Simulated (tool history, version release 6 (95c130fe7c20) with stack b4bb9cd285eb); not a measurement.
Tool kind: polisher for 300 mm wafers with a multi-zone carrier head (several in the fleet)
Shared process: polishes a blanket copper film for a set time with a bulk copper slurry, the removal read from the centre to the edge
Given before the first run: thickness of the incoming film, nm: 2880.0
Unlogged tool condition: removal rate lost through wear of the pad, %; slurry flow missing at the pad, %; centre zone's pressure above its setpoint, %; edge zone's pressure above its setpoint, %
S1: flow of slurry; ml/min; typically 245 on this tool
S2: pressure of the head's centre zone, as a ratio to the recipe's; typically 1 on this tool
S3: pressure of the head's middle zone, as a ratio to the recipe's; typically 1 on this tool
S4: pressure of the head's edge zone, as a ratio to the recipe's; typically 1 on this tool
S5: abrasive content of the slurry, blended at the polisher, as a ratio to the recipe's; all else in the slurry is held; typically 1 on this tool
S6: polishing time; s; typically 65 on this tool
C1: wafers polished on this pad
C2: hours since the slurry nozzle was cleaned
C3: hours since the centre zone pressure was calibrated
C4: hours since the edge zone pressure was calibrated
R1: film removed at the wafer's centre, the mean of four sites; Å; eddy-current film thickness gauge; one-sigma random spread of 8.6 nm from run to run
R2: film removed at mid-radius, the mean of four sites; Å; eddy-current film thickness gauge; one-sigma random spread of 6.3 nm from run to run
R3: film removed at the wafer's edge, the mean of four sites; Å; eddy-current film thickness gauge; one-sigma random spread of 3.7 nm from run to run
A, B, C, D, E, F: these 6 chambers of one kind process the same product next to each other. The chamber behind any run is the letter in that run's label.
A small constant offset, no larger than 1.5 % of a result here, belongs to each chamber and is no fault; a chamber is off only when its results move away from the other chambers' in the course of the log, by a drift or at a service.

run   hour   S1  S2    S3  S4  S5  S6   C1     C2     C3      C4      R1      R2      R3
 1C    4.2  245   1     1   1   1  65  436   98.4  156.4   970.6  5860.7  5831.7  5920.7
 2B    7.1  245   1     1   1   1  65  639  569.3  188.6   363.3  5903.3  6031.5  6040.8
 3E   11.8  245   1     1   1   1  65  397   45.3  366.3  1085.3  5803.5  5745.1  5794.9
 4D   16.8  245   1     1   1   1  65  150   75.2  267.2   545.7  5937.4  5749.9  5894.1
      20.4  -- chamber B: worn pad replaced by a new one
 5F   22.1  245   1     1   1   1  65  452  402.6   87.8   298.8  5960.6  5940.9  5909.8
 6A     28  245   1     1   1   1  65  254  389.3  401.6   353.3  6056.5  5909.9  5899.8
 7A   31.1  245   1     1   1   1  65  278  392.4  404.7   356.4  5968.7  5973.7  5979.4
      31.3  -- chamber A: slurry nozzle cleaned
 8D   35.7  245   1     1   1   1  65  301   94.1  286.1   564.6    5726    5879    5897
 9C   41.4  245   1     1   1   1  65  732  135.6  193.6  1007.8  6098.1  5854.7  5862.7
      45.5  -- chamber C: edge zone pressure recalibrated
10F   45.7  205   1     1   1   1  73  639  426.2  111.4   322.4  6309.7  6482.8  6527.5
      50.5  -- chamber C: worn pad replaced by a new one
11B   50.9  205   1     1   1   1  73  242  613.1  232.4   407.1  6389.7  6582.2  6584.9
12E     55  205   1     1   1   1  73  740   88.5  409.5  1128.5    6343  6368.7  6434.7
13D   58.1  205   1     1   1   1  73  478  116.5  308.5     587  6393.5  6654.7  6572.1
14B   62.7  205   1     1   1   1  73  336  624.9  244.2   418.9  6403.6  6527.6    6636
15C   69.1  205   1     1   1   1  73  148  163.3  221.3    23.7  6429.2  6331.7  6567.4
      70.5  -- chamber D: worn pad replaced by a new one
16A   74.3  245   1     1   1   1  65  621     43  447.9   399.6  5978.7  5909.4    5934
17E   80.5  245   1     1   1   1  65  943    114    435    1154  5649.3  5796.2  5871.4
      84.1  -- chamber A: worn pad replaced by a new one
      85.2  -- chamber F: worn pad replaced by a new one
18F   86.3  245   1     1   1   1  65    9  466.8    152     363  6063.7  5954.1  5984.3
      86.7  -- chamber E: worn pad replaced by a new one
19A   91.1  245   1     1   1   1  65   56   59.8  464.7   416.4  5983.1  5882.6  5867.4
20B   96.8  245   1     1   1   1  65  606    659  278.3     453  5909.3  5934.4  5976.6
     101.4  -- chamber B: worn pad replaced by a new one
     102.7  -- chamber A: edge zone pressure recalibrated
21F  102.7  245   1     1   1   1  65  139  483.2  168.4   379.4  5894.8  5942.6  5943.1
22D  108.4  245   1     1   1   1  65  301  166.8  358.8   637.3  5860.7  5844.3  5875.4
23E  111.3  245   1     1   1   1  65  195  144.8  465.8  1184.8  5764.6  5726.9  5782.4
24C  116.2  245   1     1   1   1  65  522  210.4  268.4    70.8  5871.6  5976.8  5922.7
25F  120.7  245   1     1   1   1  65  282  501.2  186.4   397.4  5852.4  6000.3  5893.1
26C  126.5  245   1     1   1   1  65  604  220.7  278.7    81.1  5840.1  5741.5  5860.1
     127.8  -- chamber B: slurry nozzle cleaned
27D  130.5  245   1     1   1   1  65  476  188.9  380.9   659.4  5746.6  5973.6  5890.7
28E  134.8  245   1     1   1   1  65  382  168.3  489.3  1208.3  5571.8  5620.7  5726.7
29B  141.3  245   1     1   1   1  65  317   13.5  322.8   497.5  5729.5    5962  6006.1
     145.7  -- chamber F: slurry nozzle cleaned
30A  147.6  245   1     1   1   1  65  504  116.3  521.2      45  5838.4  5801.6  5930.3
31D  153.7  245   1     1   1   1  65  661  212.1  404.1   682.6  5841.7  5909.2  5952.6
32B  158.8  245   1     1   1   1  65  456     31  340.3     515  5926.9  6005.8  5983.9
33C  162.6  245   1  0.89   1   1  65  890  256.8  314.8   117.2  6001.7  5305.3  5866.4
     163.2  -- chamber C: worn pad replaced by a new one
34E  165.5  245   1  0.89   1   1  65  625    199    520    1239  5539.7  4969.4  5597.2
35F  171.1  245   1  0.89   1   1  65  682   25.5  236.8   447.8  5967.5    5333  5954.3
36A  174.4  245   1  0.89   1   1  65  717  143.1    548    71.8    5809  5308.8  5957.1
37C  178.5  245   1  0.89   1   1  65  122  272.7  330.7   133.1  5857.8  5286.7  5907.7
38E  183.7  245   1  0.89   1   1  65  770  217.2  538.2  1257.2  5517.6  4894.7  5532.4
     184.4  -- chamber B: worn pad replaced by a new one
39B  188.3  245   1     1   1   1  65   31   60.5  369.8   544.5  5919.3  5968.6  6087.9

Is one chamber out of step, is the gauge drifting, or do the chambers differ by no more than their own small offsets? For an off chamber, give its letter and the likeliest cause.

Chamber E drifts away from the others.
Most likely cause: slurry flow missing at the pad, % = 41.4.

Which of the 4 candidates below, each the usual settings with something changed and its results left as question marks, puts chamber E back in line with what the other chambers give on the usual settings?
Allowed miss from the other chambers' usual-settings mean, per result, to count as in line: R1 300 Å; R2 220 Å; R3 130 Å
40E-1  192.9  245     1     1     1   1  64                   ?   ?   ?
40E-2  192.9  245     1     1     1   1  66                   ?   ?   ?
40E-3  192.9  250  1.01  1.01  0.99   1  70                   ?   ?   ?
40E-4  192.9  240  0.99  0.99  1.01   1  60                   ?   ?   ?

The other chambers' mean on the usual settings: R1 5890.5 Å; R2 5890.2 Å; R3 5912.6 Å
  run      R1      R2      R3
40E-1  5244.5  5334.3  5419.8
40E-2  5408.4    5501  5589.2
40E-3  5824.6  5910.4  5912.3
40E-4  4840.6  4935.4  5093.7
40E-3 puts the chamber back in line with the other chambers.
